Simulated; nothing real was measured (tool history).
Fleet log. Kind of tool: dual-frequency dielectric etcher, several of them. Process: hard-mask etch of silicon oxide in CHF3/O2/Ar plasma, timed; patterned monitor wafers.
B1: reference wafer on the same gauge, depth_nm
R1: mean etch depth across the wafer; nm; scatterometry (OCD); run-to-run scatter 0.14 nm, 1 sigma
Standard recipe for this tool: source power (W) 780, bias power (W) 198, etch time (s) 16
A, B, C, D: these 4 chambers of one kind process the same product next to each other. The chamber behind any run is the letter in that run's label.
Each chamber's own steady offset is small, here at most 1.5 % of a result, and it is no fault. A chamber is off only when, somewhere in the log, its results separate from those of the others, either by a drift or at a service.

{"run": "1A", "hour": 5.8, "source power (W)": 780, "bias power (W)": 198, "etch time (s)": 16, "B1": 36.604, "R1": 36.381}
{"run": "2B", "hour": 11.0, "source power (W)": 780, "bias power (W)": 198, "etch time (s)": 16, "B1": 36.638, "R1": 35.687}
{"run": "3C", "hour": 15.5, "source power (W)": 780, "bias power (W)": 198, "etch time (s)": 16, "B1": 36.603, "R1": 36.652}
{"hour": 20.0, "done": "chamber D: wet clean of the chamber"}
{"run": "4D", "hour": 21.8, "source power (W)": 780, "bias power (W)": 198, "etch time (s)": 16, "B1": 36.592, "R1": 36.213}
{"run": "5C", "hour": 28.1, "source power (W)": 780, "bias power (W)": 154, "etch time (s)": 16, "B1": 36.599, "R1": 33.493}
{"run": "6D", "hour": 31.5, "source power (W)": 780, "bias power (W)": 154, "etch time (s)": 16, "B1": 36.62, "R1": 33.648}
{"run": "7A", "hour": 34.8, "source power (W)": 780, "bias power (W)": 154, "etch time (s)": 16, "B1": 36.618, "R1": 33.663}
{"run": "8B", "hour": 38.4, "source power (W)": 780, "bias power (W)": 154, "etch time (s)": 16, "B1": 36.62, "R1": 32.783}
{"run": "9C", "hour": 42.1, "source power (W)": 780, "bias power (W)": 166, "etch time (s)": 16, "B1": 36.626, "R1": 34.223}
{"run": "10A", "hour": 45.8, "source power (W)": 780, "bias power (W)": 166, "etch time (s)": 16, "B1": 36.61, "R1": 34.245}
{"run": "11B", "hour": 50.7, "source power (W)": 780, "bias power (W)": 166, "etch time (s)": 16, "B1": 36.644, "R1": 33.798}
{"run": "12D", "hour": 53.9, "source power (W)": 780, "bias power (W)": 166, "etch time (s)": 16, "B1": 36.565, "R1": 34.251}
{"run": "13B", "hour": 57.5, "source power (W)": 780, "bias power (W)": 198, "etch time (s)": 16, "B1": 36.605, "R1": 35.794}
{"run": "14C", "hour": 64.0, "source power (W)": 780, "bias power (W)": 198, "etch time (s)": 16, "B1": 36.561, "R1": 36.174}
{"run": "15D", "hour": 68.8, "source power (W)": 780, "bias power (W)": 198, "etch time (s)": 16, "B1": 36.621, "R1": 36.365}
{"run": "16A", "hour": 74.3, "source power (W)": 780, "bias power (W)": 198, "etch time (s)": 16, "B1": 36.602, "R1": 36.21}
{"run": "17D", "hour": 77.3, "source power (W)": 780, "bias power (W)": 198, "etch time (s)": 16, "B1": 36.62, "R1": 36.4}
{"run": "18A", "hour": 80.9, "source power (W)": 780, "bias power (W)": 198, "etch time (s)": 16, "B1": 36.574, "R1": 36.264}
{"run": "19C", "hour": 84.7, "source power (W)": 780, "bias power (W)": 198, "etch time (s)": 16, "B1": 36.586, "R1": 36.53}
{"run": "20B", "hour": 91.3, "source power (W)": 780, "bias power (W)": 198, "etch time (s)": 16, "B1": 36.577, "R1": 35.797}
{"run": "21A", "hour": 96.1, "source power (W)": 600, "bias power (W)": 174, "etch time (s)": 16, "B1": 36.602, "R1": 31.251}
{"run": "22D", "hour": 102.5, "source power (W)": 600, "bias power (W)": 174, "etch time (s)": 16, "B1": 36.567, "R1": 31.576}
{"run": "23C", "hour": 108.0, "source power (W)": 600, "bias power (W)": 174, "etch time (s)": 16, "B1": 36.575, "R1": 31.37}
{"run": "24B", "hour": 114.1, "source power (W)": 600, "bias power (W)": 174, "etch time (s)": 16, "B1": 36.606, "R1": 30.896}
{"run": "25D", "hour": 118.8, "source power (W)": 780, "bias power (W)": 198, "etch time (s)": 16, "B1": 36.635, "R1": 36.502}
{"run": "26B", "hour": 122.4, "source power (W)": 780, "bias power (W)": 198, "etch time (s)": 16, "B1": 36.607, "R1": 35.877}
{"run": "27A", "hour": 126.2, "source power (W)": 780, "bias power (W)": 198, "etch time (s)": 16, "B1": 36.626, "R1": 36.332}
{"run": "28C", "hour": 129.1, "source power (W)": 780, "bias power (W)": 198, "etch time (s)": 16, "B1": 36.553, "R1": 36.544}
{"run": "29D", "hour": 135.2, "source power (W)": 780, "bias power (W)": 216, "etch time (s)": 16, "B1": 36.592, "R1": 37.373}
{"run": "30B", "hour": 138.1, "source power (W)": 780, "bias power (W)": 216, "etch time (s)": 16, "B1": 36.602, "R1": 36.919}
{"run": "31A", "hour": 141.3, "source power (W)": 780, "bias power (W)": 216, "etch time (s)": 16, "B1": 36.597, "R1": 37.631}
{"run": "32C", "hour": 147.7, "source power (W)": 780, "bias power (W)": 216, "etch time (s)": 16, "B1": 36.588, "R1": 37.513}
{"run": "33C", "hour": 151.6, "source power (W)": 780, "bias power (W)": 198, "etch time (s)": 16, "B1": 36.587, "R1": 36.319}
{"run": "34A", "hour": 156.4, "source power (W)": 780, "bias power (W)": 198, "etch time (s)": 16, "B1": 36.583, "R1": 35.95}
{"run": "35B", "hour": 160.7, "source power (W)": 780, "bias power (W)": 198, "etch time (s)": 16, "B1": 36.645, "R1": 35.696}
{"run": "36D", "hour": 165.3, "source power (W)": 780, "bias power (W)": 198, "etch time (s)": 16, "B1": 36.587, "R1": 36.328}
{"hour": 167.1, "done": "chamber A: wet clean of the chamber"}
{"run": "37C", "hour": 170.7, "source power (W)": 780, "bias power (W)": 198, "etch time (s)": 16, "B1": 36.559, "R1": 36.408}
{"run": "38B", "hour": 175.2, "source power (W)": 780, "bias power (W)": 198, "etch time (s)": 16, "B1": 36.605, "R1": 35.651}
{"run": "39D", "hour": 178.7, "source power (W)": 780, "bias power (W)": 198, "etch time (s)": 16, "B1": 36.596, "R1": 36.377}
{"run": "40A", "hour": 184.5, "source power (W)": 780, "bias power (W)": 198, "etch time (s)": 16, "B1": 36.592, "R1": 36.36}
{"run": "41D", "hour": 190.6, "source power (W)": 780, "bias power (W)": 198, "etch time (s)": 16, "B1": 36.616, "R1": 36.322}

For the next run the whole fleet of 4 chambers uses the same settings. Give each chamber's results:
{"run": "42A", "hour": 195.4, "source power (W)": 930, "bias power (W)": 198, "etch time (s)": 16, "R1": "?"}
{"run": "42B", "hour": 195.4, "source power (W)": 930, "bias power (W)": 198, "etch time (s)": 16, "R1": "?"}
{"run": "42C", "hour": 195.4, "source power (W)": 930, "bias power (W)": 198, "etch time (s)": 16, "R1": "?"}
{"run": "42D", "hour": 195.4, "source power (W)": 930, "bias power (W)": 198, "etch time (s)": 16, "R1": "?"}

run=42A R1=39.074
run=42B R1=38.135
run=42C R1=38.824
run=42D R1=38.884
